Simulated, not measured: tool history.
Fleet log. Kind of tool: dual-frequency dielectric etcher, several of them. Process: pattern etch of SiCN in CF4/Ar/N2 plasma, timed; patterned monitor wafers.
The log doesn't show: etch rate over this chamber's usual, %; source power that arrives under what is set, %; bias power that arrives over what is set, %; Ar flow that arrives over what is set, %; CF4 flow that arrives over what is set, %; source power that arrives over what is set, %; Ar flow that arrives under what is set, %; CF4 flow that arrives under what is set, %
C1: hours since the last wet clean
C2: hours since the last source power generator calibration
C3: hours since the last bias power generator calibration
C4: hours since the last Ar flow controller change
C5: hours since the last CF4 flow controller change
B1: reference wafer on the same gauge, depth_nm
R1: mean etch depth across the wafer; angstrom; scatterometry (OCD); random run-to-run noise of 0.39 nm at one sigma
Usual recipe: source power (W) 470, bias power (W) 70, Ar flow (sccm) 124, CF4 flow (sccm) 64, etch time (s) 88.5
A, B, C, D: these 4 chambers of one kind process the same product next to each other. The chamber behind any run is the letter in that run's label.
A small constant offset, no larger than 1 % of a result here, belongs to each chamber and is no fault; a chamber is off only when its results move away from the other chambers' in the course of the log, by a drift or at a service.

run 1A hour=8.4 | source_power_(W)=470 bias_power_(W)=70 Ar_flow_(sccm)=124 CF4_flow_(sccm)=64 etch_time_(s)=88.5 | C1=106.6 C2=4238.3 C3=938.6 C4=11.3 C5=4342.7 | B1=68.152 | R1=736.24
run 2C hour=17.6 | source_power_(W)=470 bias_power_(W)=70 Ar_flow_(sccm)=124 CF4_flow_(sccm)=64 etch_time_(s)=88.5 | C1=50.2 C2=784.8 C3=1961.8 C4=2569.4 C5=2022.4 | B1=68.118 | R1=740.67
run 3B hour=25.0 | source_power_(W)=470 bias_power_(W)=70 Ar_flow_(sccm)=124 CF4_flow_(sccm)=64 etch_time_(s)=88.5 | C1=305.4 C2=2463.8 C3=95.9 C4=3607.6 C5=1692.9 | B1=68.224 | R1=751.16
run 4D hour=32.8 | source_power_(W)=470 bias_power_(W)=70 Ar_flow_(sccm)=124 CF4_flow_(sccm)=64 etch_time_(s)=88.5 | C1=107.4 C2=305.1 C3=190.6 C4=1392.8 C5=904.3 | B1=68.191 | R1=752.50
run 5B hour=40.0 | source_power_(W)=470 bias_power_(W)=70 Ar_flow_(sccm)=124 CF4_flow_(sccm)=64 etch_time_(s)=88.5 | C1=320.4 C2=2478.8 C3=110.9 C4=3622.6 C5=1707.9 | B1=68.259 | R1=749.46
run 6A hour=50.8 | source_power_(W)=470 bias_power_(W)=70 Ar_flow_(sccm)=124 CF4_flow_(sccm)=64 etch_time_(s)=88.5 | C1=149.0 C2=4280.7 C3=981.0 C4=53.7 C5=4385.1 | B1=68.120 | R1=733.40
run 7C hour=58.7 | source_power_(W)=470 bias_power_(W)=70 Ar_flow_(sccm)=124 CF4_flow_(sccm)=64 etch_time_(s)=88.5 | C1=91.3 C2=825.9 C3=2002.9 C4=2610.5 C5=2063.5 | B1=68.229 | R1=742.08
-- hour=59.5 chamber B: Ar flow controller replaced
run 8D hour=69.0 | source_power_(W)=470 bias_power_(W)=70 Ar_flow_(sccm)=124 CF4_flow_(sccm)=64 etch_time_(s)=88.5 | C1=143.6 C2=341.3 C3=226.8 C4=1429.0 C5=940.5 | B1=68.183 | R1=755.32
run 9B hour=75.5 | source_power_(W)=470 bias_power_(W)=70 Ar_flow_(sccm)=124 CF4_flow_(sccm)=64 etch_time_(s)=88.5 | C1=355.9 C2=2514.3 C3=146.4 C4=16.0 C5=1743.4 | B1=68.255 | R1=750.31
run 10C hour=85.1 | source_power_(W)=470 bias_power_(W)=70 Ar_flow_(sccm)=124 CF4_flow_(sccm)=64 etch_time_(s)=88.5 | C1=117.7 C2=852.3 C3=2029.3 C4=2636.9 C5=2089.9 | B1=68.170 | R1=743.12
run 11D hour=96.9 | source_power_(W)=470 bias_power_(W)=70 Ar_flow_(sccm)=124 CF4_flow_(sccm)=64 etch_time_(s)=88.5 | C1=171.5 C2=369.2 C3=254.7 C4=1456.9 C5=968.4 | B1=68.195 | R1=745.27
run 12A hour=105.3 | source_power_(W)=470 bias_power_(W)=70 Ar_flow_(sccm)=124 CF4_flow_(sccm)=49 etch_time_(s)=88.5 | C1=203.5 C2=4335.2 C3=1035.5 C4=108.2 C5=4439.6 | B1=68.261 | R1=702.44
run 13D hour=115.0 | source_power_(W)=470 bias_power_(W)=70 Ar_flow_(sccm)=124 CF4_flow_(sccm)=49 etch_time_(s)=88.5 | C1=189.6 C2=387.3 C3=272.8 C4=1475.0 C5=986.5 | B1=68.218 | R1=715.86
run 14C hour=122.5 | source_power_(W)=470 bias_power_(W)=70 Ar_flow_(sccm)=124 CF4_flow_(sccm)=49 etch_time_(s)=88.5 | C1=155.1 C2=889.7 C3=2066.7 C4=2674.3 C5=2127.3 | B1=68.283 | R1=715.99
run 15A hour=134.5 | source_power_(W)=470 bias_power_(W)=70 Ar_flow_(sccm)=124 CF4_flow_(sccm)=49 etch_time_(s)=88.5 | C1=232.7 C2=4364.4 C3=1064.7 C4=137.4 C5=4468.8 | B1=68.210 | R1=704.70
-- hour=138.9 chamber B: wet clean of the chamber
run 16B hour=140.7 | source_power_(W)=470 bias_power_(W)=70 Ar_flow_(sccm)=124 CF4_flow_(sccm)=64 etch_time_(s)=88.5 | C1=1.8 C2=2579.5 C3=211.6 C4=81.2 C5=1808.6 | B1=68.160 | R1=742.47
run 17C hour=149.8 | source_power_(W)=470 bias_power_(W)=70 Ar_flow_(sccm)=124 CF4_flow_(sccm)=64 etch_time_(s)=88.5 | C1=182.4 C2=917.0 C3=2094.0 C4=2701.6 C5=2154.6 | B1=68.251 | R1=739.76
run 18A hour=157.7 | source_power_(W)=470 bias_power_(W)=70 Ar_flow_(sccm)=124 CF4_flow_(sccm)=64 etch_time_(s)=88.5 | C1=255.9 C2=4387.6 C3=1087.9 C4=160.6 C5=4492.0 | B1=68.196 | R1=739.50
run 19D hour=165.2 | source_power_(W)=470 bias_power_(W)=70 Ar_flow_(sccm)=124 CF4_flow_(sccm)=64 etch_time_(s)=88.5 | C1=239.8 C2=437.5 C3=323.0 C4=1525.2 C5=1036.7 | B1=68.157 | R1=758.67
-- hour=167.0 chamber C: Ar flow controller replaced
run 20B hour=177.3 | source_power_(W)=470 bias_power_(W)=70 Ar_flow_(sccm)=124 CF4_flow_(sccm)=64 etch_time_(s)=88.5 | C1=38.4 C2=2616.1 C3=248.2 C4=117.8 C5=1845.2 | B1=68.144 | R1=745.82
run 21D hour=184.3 | source_power_(W)=470 bias_power_(W)=70 Ar_flow_(sccm)=124 CF4_flow_(sccm)=64 etch_time_(s)=88.5 | C1=258.9 C2=456.6 C3=342.1 C4=1544.3 C5=1055.8 | B1=68.168 | R1=753.84
run 22B hour=193.2 | source_power_(W)=470 bias_power_(W)=70 Ar_flow_(sccm)=124 CF4_flow_(sccm)=64 etch_time_(s)=88.5 | C1=54.3 C2=2632.0 C3=264.1 C4=133.7 C5=1861.1 | B1=68.199 | R1=752.13
run 23C hour=202.3 | source_power_(W)=470 bias_power_(W)=70 Ar_flow_(sccm)=124 CF4_flow_(sccm)=64 etch_time_(s)=88.5 | C1=234.9 C2=969.5 C3=2146.5 C4=35.4 C5=2207.1 | B1=68.184 | R1=744.12
run 24A hour=213.1 | source_power_(W)=470 bias_power_(W)=70 Ar_flow_(sccm)=124 CF4_flow_(sccm)=64 etch_time_(s)=88.5 | C1=311.3 C2=4443.0 C3=1143.3 C4=216.0 C5=4547.4 | B1=68.306 | R1=742.26
run 25B hour=225.0 | source_power_(W)=470 bias_power_(W)=70 Ar_flow_(sccm)=124 CF4_flow_(sccm)=64 etch_time_(s)=88.5 | C1=86.1 C2=2663.8 C3=295.9 C4=165.5 C5=1892.9 | B1=68.093 | R1=742.13
run 26C hour=232.6 | source_power_(W)=470 bias_power_(W)=70 Ar_flow_(sccm)=124 CF4_flow_(sccm)=64 etch_time_(s)=88.5 | C1=265.2 C2=999.8 C3=2176.8 C4=65.7 C5=2237.4 | B1=68.235 | R1=741.73
run 27A hour=240.0 | source_power_(W)=470 bias_power_(W)=70 Ar_flow_(sccm)=124 CF4_flow_(sccm)=64 etch_time_(s)=88.5 | C1=338.2 C2=4469.9 C3=1170.2 C4=242.9 C5=4574.3 | B1=68.225 | R1=732.10
run 28D hour=252.9 | source_power_(W)=470 bias_power_(W)=70 Ar_flow_(sccm)=124 CF4_flow_(sccm)=64 etch_time_(s)=88.5 | C1=327.5 C2=525.2 C3=410.7 C4=1612.9 C5=1124.4 | B1=68.211 | R1=753.50
run 29A hour=263.7 | source_power_(W)=470 bias_power_(W)=70 Ar_flow_(sccm)=124 CF4_flow_(sccm)=64 etch_time_(s)=88.5 | C1=361.9 C2=4493.6 C3=1193.9 C4=266.6 C5=4598.0 | B1=68.236 | R1=738.13
run 30C hour=276.3 | source_power_(W)=470 bias_power_(W)=70 Ar_flow_(sccm)=124 CF4_flow_(sccm)=64 etch_time_(s)=88.5 | C1=308.9 C2=1043.5 C3=2220.5 C4=109.4 C5=2281.1 | B1=68.225 | R1=750.38
run 31B hour=285.4 | source_power_(W)=470 bias_power_(W)=70 Ar_flow_(sccm)=124 CF4_flow_(sccm)=64 etch_time_(s)=88.5 | C1=146.5 C2=2724.2 C3=356.3 C4=225.9 C5=1953.3 | B1=68.184 | R1=743.21

Decide between three cases: one chamber stands off from its peers, the gauge reading all wafers drifts, or nothing is wrong past each chamber's small offset. Where a chamber is off, say which and what most likely put it there.

No chamber is off and the gauge is stable; the differences are just each chamber's small, constant offset.
